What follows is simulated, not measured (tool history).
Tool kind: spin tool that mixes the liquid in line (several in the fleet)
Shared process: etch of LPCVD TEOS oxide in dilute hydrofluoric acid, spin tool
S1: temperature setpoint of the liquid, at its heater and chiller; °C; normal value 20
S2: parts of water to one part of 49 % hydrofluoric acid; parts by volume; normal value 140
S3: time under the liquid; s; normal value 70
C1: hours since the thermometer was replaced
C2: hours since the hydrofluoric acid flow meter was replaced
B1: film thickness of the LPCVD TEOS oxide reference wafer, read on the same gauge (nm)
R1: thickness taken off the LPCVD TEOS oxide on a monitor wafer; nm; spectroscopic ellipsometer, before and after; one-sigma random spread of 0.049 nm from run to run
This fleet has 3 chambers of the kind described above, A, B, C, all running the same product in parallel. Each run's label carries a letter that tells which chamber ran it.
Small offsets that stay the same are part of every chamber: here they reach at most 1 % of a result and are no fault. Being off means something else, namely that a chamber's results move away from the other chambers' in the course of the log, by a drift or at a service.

{"run": "1C", "hour": 13.5, "S1": 20, "S2": 140, "S3": 70, "C1": 140.6, "C2": 100.6, "B1": 80.007, "R1": 6.805}
{"run": "2A", "hour": 23.3, "S1": 20, "S2": 140, "S3": 70, "C1": 227.4, "C2": 699.8, "B1": 79.988, "R1": 6.9327}
{"run": "3B", "hour": 33.0, "S1": 20, "S2": 140, "S3": 70, "C1": 316.2, "C2": 551.8, "B1": 79.995, "R1": 6.9247}
{"hour": 41.1, "done": "chamber A: hydrofluoric acid flow meter replaced"}
{"run": "4B", "hour": 41.2, "S1": 20, "S2": 140, "S3": 70, "C1": 324.4, "C2": 560, "B1": 79.997, "R1": 6.826}
{"run": "5C", "hour": 54.5, "S1": 20, "S2": 140, "S3": 70, "C1": 181.6, "C2": 141.6, "B1": 80.008, "R1": 6.8041}
{"run": "6A", "hour": 62.5, "S1": 20, "S2": 140, "S3": 70, "C1": 266.6, "C2": 21.4, "B1": 80.003, "R1": 6.8828}
{"run": "7A", "hour": 74.2, "S1": 20, "S2": 140, "S3": 70, "C1": 278.3, "C2": 33.1, "B1": 80, "R1": 6.9393}
{"run": "8C", "hour": 83.3, "S1": 20, "S2": 140, "S3": 35, "C1": 210.4, "C2": 170.4, "B1": 80.009, "R1": 3.3922}
{"run": "9B", "hour": 94.3, "S1": 20, "S2": 140, "S3": 35, "C1": 377.5, "C2": 613.1, "B1": 80.008, "R1": 3.4174}
{"run": "10A", "hour": 101.1, "S1": 20, "S2": 140, "S3": 35, "C1": 305.2, "C2": 60, "B1": 79.985, "R1": 3.4324}
{"run": "11C", "hour": 113.4, "S1": 20, "S2": 140, "S3": 70, "C1": 240.5, "C2": 200.5, "B1": 80.009, "R1": 6.7872}
{"run": "12B", "hour": 120.0, "S1": 20, "S2": 140, "S3": 70, "C1": 403.2, "C2": 638.8, "B1": 80.009, "R1": 6.9298}
{"run": "13C", "hour": 126.4, "S1": 20, "S2": 140, "S3": 70, "C1": 253.5, "C2": 213.5, "B1": 79.997, "R1": 6.772}
{"run": "14A", "hour": 133.6, "S1": 20, "S2": 140, "S3": 70, "C1": 337.7, "C2": 92.5, "B1": 79.987, "R1": 6.8573}
{"run": "15B", "hour": 142.7, "S1": 20, "S2": 140, "S3": 70, "C1": 425.9, "C2": 661.5, "B1": 80, "R1": 6.8523}
{"run": "16C", "hour": 154.3, "S1": 24.5, "S2": 140, "S3": 35, "C1": 281.4, "C2": 241.4, "B1": 79.999, "R1": 4.0301}
{"run": "17B", "hour": 160.9, "S1": 24.5, "S2": 140, "S3": 35, "C1": 444.1, "C2": 679.7, "B1": 79.986, "R1": 4.0838}
{"run": "18A", "hour": 170.0, "S1": 24.5, "S2": 140, "S3": 35, "C1": 374.1, "C2": 128.9, "B1": 79.998, "R1": 4.1231}
{"run": "19B", "hour": 181.8, "S1": 20, "S2": 140, "S3": 70, "C1": 465, "C2": 700.6, "B1": 80.006, "R1": 6.8211}
{"run": "20C", "hour": 195.2, "S1": 20, "S2": 140, "S3": 70, "C1": 322.3, "C2": 282.3, "B1": 80.003, "R1": 6.8215}
{"run": "21A", "hour": 201.4, "S1": 24.5, "S2": 140, "S3": 70, "C1": 405.5, "C2": 160.3, "B1": 80.007, "R1": 8.1766}
{"run": "22B", "hour": 211.1, "S1": 24.5, "S2": 140, "S3": 70, "C1": 494.3, "C2": 729.9, "B1": 80.008, "R1": 8.104}
{"run": "23C", "hour": 225.1, "S1": 24.5, "S2": 140, "S3": 70, "C1": 352.2, "C2": 312.2, "B1": 79.996, "R1": 8.151}
{"run": "24A", "hour": 235.9, "S1": 20, "S2": 140, "S3": 70, "C1": 440, "C2": 194.8, "B1": 80.004, "R1": 6.92}
{"run": "25A", "hour": 244.0, "S1": 20, "S2": 140, "S3": 70, "C1": 448.1, "C2": 202.9, "B1": 79.982, "R1": 6.8534}
{"run": "26C", "hour": 253.3, "S1": 20, "S2": 140, "S3": 70, "C1": 380.4, "C2": 340.4, "B1": 80.001, "R1": 6.7442}
{"run": "27B", "hour": 267.2, "S1": 20, "S2": 140, "S3": 70, "C1": 550.4, "C2": 786, "B1": 80.008, "R1": 6.8065}
{"run": "28B", "hour": 274.9, "S1": 20, "S2": 140, "S3": 70, "C1": 558.1, "C2": 793.7, "B1": 80.004, "R1": 6.7549}
{"run": "29C", "hour": 287.0, "S1": 20, "S2": 140, "S3": 70, "C1": 414.1, "C2": 374.1, "B1": 79.981, "R1": 6.7953}
{"run": "30A", "hour": 297.7, "S1": 20, "S2": 140, "S3": 70, "C1": 501.8, "C2": 256.6, "B1": 79.998, "R1": 6.8764}
{"run": "31A", "hour": 309.0, "S1": 20, "S2": 140, "S3": 70, "C1": 513.1, "C2": 267.9, "B1": 79.991, "R1": 6.8541}
{"run": "32B", "hour": 319.1, "S1": 20, "S2": 140, "S3": 70, "C1": 602.3, "C2": 837.9, "B1": 80.022, "R1": 6.8554}
{"run": "33C", "hour": 332.2, "S1": 20, "S2": 140, "S3": 70, "C1": 459.3, "C2": 419.3, "B1": 80.008, "R1": 6.8526}
{"run": "34B", "hour": 342.0, "S1": 20, "S2": 205, "S3": 85, "C1": 625.2, "C2": 860.8, "B1": 79.995, "R1": 5.3937}
{"run": "35A", "hour": 353.3, "S1": 20, "S2": 205, "S3": 85, "C1": 557.4, "C2": 312.2, "B1": 79.997, "R1": 5.2928}
{"run": "36C", "hour": 362.1, "S1": 20, "S2": 205, "S3": 85, "C1": 489.2, "C2": 449.2, "B1": 80.009, "R1": 5.3123}
{"run": "37A", "hour": 375.0, "S1": 20, "S2": 140, "S3": 70, "C1": 579.1, "C2": 333.9, "B1": 80.001, "R1": 6.8551}
{"run": "38C", "hour": 388.1, "S1": 20, "S2": 140, "S3": 70, "C1": 515.2, "C2": 475.2, "B1": 79.999, "R1": 6.7852}
{"run": "39B", "hour": 397.9, "S1": 20, "S2": 85, "S3": 70, "C1": 681.1, "C2": 916.7, "B1": 80.002, "R1": 12.012}

All chambers now run identical settings, listed one chamber a line with results as question marks. What results will each chamber show?
{"run": "40A", "hour": 408.0, "S1": 20, "S2": 140, "S3": 70, "R1": "?"}
{"run": "40B", "hour": 408.0, "S1": 20, "S2": 140, "S3": 70, "R1": "?"}
{"run": "40C", "hour": 408.0, "S1": 20, "S2": 140, "S3": 70, "R1": "?"}

run=40A R1=6.868
run=40B R1=6.8592
run=40C R1=6.6958
